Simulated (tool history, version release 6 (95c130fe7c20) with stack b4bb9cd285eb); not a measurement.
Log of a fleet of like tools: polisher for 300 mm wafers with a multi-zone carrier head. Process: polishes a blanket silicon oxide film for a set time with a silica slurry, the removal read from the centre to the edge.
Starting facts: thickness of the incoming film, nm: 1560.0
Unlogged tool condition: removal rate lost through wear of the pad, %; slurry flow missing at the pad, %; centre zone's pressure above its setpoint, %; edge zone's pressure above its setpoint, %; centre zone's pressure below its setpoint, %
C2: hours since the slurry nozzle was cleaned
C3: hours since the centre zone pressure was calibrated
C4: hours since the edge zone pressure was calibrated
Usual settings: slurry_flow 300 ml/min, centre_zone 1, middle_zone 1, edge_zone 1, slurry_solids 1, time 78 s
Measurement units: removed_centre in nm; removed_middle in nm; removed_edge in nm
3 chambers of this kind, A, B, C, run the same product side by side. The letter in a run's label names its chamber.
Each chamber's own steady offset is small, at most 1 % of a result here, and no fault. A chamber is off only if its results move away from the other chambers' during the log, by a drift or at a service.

Run 1B, hour 10.5: usual settings; wafers polished on this pad 305; C2 210; C3 186.9; C4 387.3. Result: removed_centre 211.77 nm, removed_middle 211.55 nm, removed_edge 213.31 nm.
Run 2C, hour 17.9: usual settings; wafers polished on this pad 804; C2 427.5; C3 524.4; C4 181.4. Result: removed_centre 215.05 nm, removed_middle 209.68 nm, removed_edge 211.25 nm.
Run 3A, hour 32: usual settings; wafers polished on this pad 659; C2 216.2; C3 622.2; C4 490.8. Result: removed_centre 210.19 nm, removed_middle 211.63 nm, removed_edge 211.58 nm.
Run 4C, hour 42: usual settings; wafers polished on this pad 1152; C2 451.6; C3 548.5; C4 205.5. Result: removed_centre 212.15 nm, removed_middle 208.48 nm, removed_edge 212.22 nm.
At hour 43.1: chamber B: worn pad replaced by a new one.
At hour 44.6: chamber A: centre zone pressure recalibrated.
Run 5A, hour 50.5: usual settings; wafers polished on this pad 926; C2 234.7; C3 5.9; C4 509.3. Result: removed_centre 211.79 nm, removed_middle 212.64 nm, removed_edge 213.43 nm.
At hour 52: chamber C: worn pad replaced by a new one.
At hour 60.9: chamber A: worn pad replaced by a new one.
At hour 62.5: chamber A: edge zone pressure recalibrated.
Run 6B, hour 63.1: usual settings; wafers polished on this pad 290; C2 262.6; C3 239.5; C4 439.9. Result: removed_centre 213.3 nm, removed_middle 208.58 nm, removed_edge 210 nm.
At hour 63.5: chamber B: slurry nozzle cleaned.
Run 7A, hour 74.5: usual settings; wafers polished on this pad 197; C2 258.7; C3 29.9; C4 12.1. Result: removed_centre 212.99 nm, removed_middle 210.68 nm, removed_edge 213.16 nm.
Run 8C, hour 82.4: usual settings; wafers polished on this pad 439; C2 492; C3 588.9; C4 245.9. Result: removed_centre 212.4 nm, removed_middle 212.25 nm, removed_edge 211.68 nm.
Run 9B, hour 89.1: usual settings but centre_zone 1.07, time 53 s; wafers polished on this pad 665; C2 25.7; C3 265.5; C4 465.9. Result: removed_centre 154.71 nm, removed_middle 141.46 nm, removed_edge 142.16 nm.
At hour 96.9: chamber B: worn pad replaced by a new one.
Run 10B, hour 97.4: usual settings but centre_zone 1.07, time 53 s; wafers polished on this pad 8; C2 34; C3 273.8; C4 474.2. Result: removed_centre 155 nm, removed_middle 146.98 nm, removed_edge 144.95 nm.
Run 11A, hour 105.8: usual settings but centre_zone 1.07, time 53 s; wafers polished on this pad 649; C2 290; C3 61.2; C4 43.4. Result: removed_centre 151.87 nm, removed_middle 143.49 nm, removed_edge 144.58 nm.
Run 12C, hour 119.5: usual settings; wafers polished on this pad 975; C2 529.1; C3 626; C4 283. Result: removed_centre 213.62 nm, removed_middle 211.45 nm, removed_edge 212.42 nm.
At hour 128.9: chamber C: edge zone pressure recalibrated.
Run 13B, hour 130.7: usual settings; wafers polished on this pad 489; C2 67.3; C3 307.1; C4 507.5. Result: removed_centre 211.33 nm, removed_middle 209.14 nm, removed_edge 209.53 nm.
At hour 131.5: chamber A: worn pad replaced by a new one.
At hour 134.6: chamber C: worn pad replaced by a new one.
Run 14C, hour 142.3: usual settings; wafers polished on this pad 111; C2 551.9; C3 648.8; C4 13.5. Result: removed_centre 210.11 nm, removed_middle 214.35 nm, removed_edge 212.62 nm.
Run 15A, hour 150.4: usual settings; wafers polished on this pad 273; C2 334.6; C3 105.8; C4 88. Result: removed_centre 208.69 nm, removed_middle 214.77 nm, removed_edge 214.18 nm.
At hour 158: chamber B: worn pad replaced by a new one.
Run 16C, hour 159.5: usual settings; wafers polished on this pad 359; C2 569.1; C3 666; C4 30.7. Result: removed_centre 208.83 nm, removed_middle 212.17 nm, removed_edge 213.75 nm.
Run 17B, hour 167.8: usual settings; wafers polished on this pad 141; C2 104.4; C3 344.2; C4 544.6. Result: removed_centre 207.34 nm, removed_middle 209.65 nm, removed_edge 211.64 nm.
Run 18A, hour 176.2: usual settings; wafers polished on this pad 646; C2 360.4; C3 131.6; C4 113.8. Result: removed_centre 209.08 nm, removed_middle 213.82 nm, removed_edge 215.56 nm.
Run 19C, hour 184.6: usual settings but centre_zone 1.06; wafers polished on this pad 722; C2 594.2; C3 691.1; C4 55.8. Result: removed_centre 224.62 nm, removed_middle 209.29 nm, removed_edge 213.34 nm.
Run 20B, hour 195.9: usual settings but centre_zone 1.06; wafers polished on this pad 547; C2 132.5; C3 372.3; C4 572.7. Result: removed_centre 216.92 nm, removed_middle 211.06 nm, removed_edge 209.42 nm.
Run 21A, hour 204: usual settings but centre_zone 1.06; wafers polished on this pad 1047; C2 388.2; C3 159.4; C4 141.6. Result: removed_centre 223.03 nm, removed_middle 212.83 nm, removed_edge 210.91 nm.
At hour 207.2: chamber A: worn pad replaced by a new one.
Run 22B, hour 211.1: usual settings; wafers polished on this pad 767; C2 147.7; C3 387.5; C4 587.9. Result: removed_centre 198.81 nm, removed_middle 211.71 nm, removed_edge 209.39 nm.
At hour 213.3: chamber B: worn pad replaced by a new one.
Run 23A, hour 218.7: usual settings; wafers polished on this pad 166; C2 402.9; C3 174.1; C4 156.3. Result: removed_centre 210.64 nm, removed_middle 210.47 nm, removed_edge 212.72 nm.
Run 24C, hour 225.2: usual settings but centre_zone 0.95, middle_zone 0.91; wafers polished on this pad 1308; C2 634.8; C3 731.7; C4 96.4. Result: removed_centre 198.64 nm, removed_middle 191.96 nm, removed_edge 211.78 nm.
At hour 226.2: chamber C: worn pad replaced by a new one.
Run 25B, hour 234.1: usual settings but centre_zone 0.95, middle_zone 0.91; wafers polished on this pad 301; C2 170.7; C3 410.5; C4 610.9. Result: removed_centre 184.18 nm, removed_middle 190.05 nm, removed_edge 213.11 nm.
Run 26A, hour 244.7: usual settings but centre_zone 0.95, middle_zone 0.91; wafers polished on this pad 542; C2 428.9; C3 200.1; C4 182.3. Result: removed_centre 198.57 nm, removed_middle 191.43 nm, removed_edge 212.68 nm.
Run 27C, hour 252.1: usual settings; wafers polished on this pad 375; C2 661.7; C3 758.6; C4 123.3. Result: removed_centre 213.62 nm, removed_middle 210.76 nm, removed_edge 210.93 nm.
Run 28B, hour 258.3: usual settings; wafers polished on this pad 651; C2 194.9; C3 434.7; C4 635.1. Result: removed_centre 197.37 nm, removed_middle 207.38 nm, removed_edge 211.86 nm.
Run 29A, hour 268.5: usual settings; wafers polished on this pad 886; C2 452.7; C3 223.9; C4 206.1. Result: removed_centre 210.99 nm, removed_middle 211.43 nm, removed_edge 214.34 nm.
Run 30C, hour 278.6: usual settings but slurry_solids 1.2, time 97 s; wafers polished on this pad 758; C2 688.2; C3 785.1; C4 149.8. Result: removed_centre 280.73 nm, removed_middle 284.59 nm, removed_edge 285.28 nm.

One chamber off, gauge drift, or nothing amiss beyond the chambers' own small offsets? If it is a chamber, which one, and what is the likeliest cause?

One chamber, B, drifts off from the rest bit by bit.
Most likely cause: centre zone's pressure below its setpoint, % = 8.84.

Here are 4 candidates for chamber B's next run, each the usual settings with a change, their results left as question marks. Which one brings its results back in line with what the others give on the usual settings?
Counts as in line when no further than this from what the other chambers average on the usual settings: removed_centre 7.3 nm; removed_middle 6.5 nm; removed_edge 4.6 nm
Run 31B-1, hour 288.7: usual settings but slurry_flow 305 ml/min, centre_zone 1.07, middle_zone 0.98, edge_zone 0.98, time 79 s. Result: removed_centre ?, removed_middle ?, removed_edge ?.
Run 31B-2, hour 288.7: usual settings but slurry_flow 290 ml/min, centre_zone 0.88, middle_zone 1.03, edge_zone 1.04, time 75 s. Result: removed_centre ?, removed_middle ?, removed_edge ?.
Run 31B-3, hour 288.7: usual settings but slurry_flow 310 ml/min, centre_zone 1.13, middle_zone 0.97, edge_zone 0.96, time 81 s. Result: removed_centre ?, removed_middle ?, removed_edge ?.
Run 31B-4, hour 288.7: usual settings but slurry_flow 295 ml/min, centre_zone 0.93, middle_zone 1.02, edge_zone 1.02, time 77 s. Result: removed_centre ?, removed_middle ?, removed_edge ?.

What the other chambers average on the usual settings: removed_centre 209.96 nm; removed_middle 211.01 nm; removed_edge 212.5 nm
  run  removed_centre  removed_middle  removed_edge
31B-1          207.79           208.3        211.12
31B-2          157.54          206.27        205.96
31B-3          226.69          211.82        214.42
31B-4          172.52          210.17        209.56
The answer is 31B-1, which returns the chamber to within the allowed miss of the others.
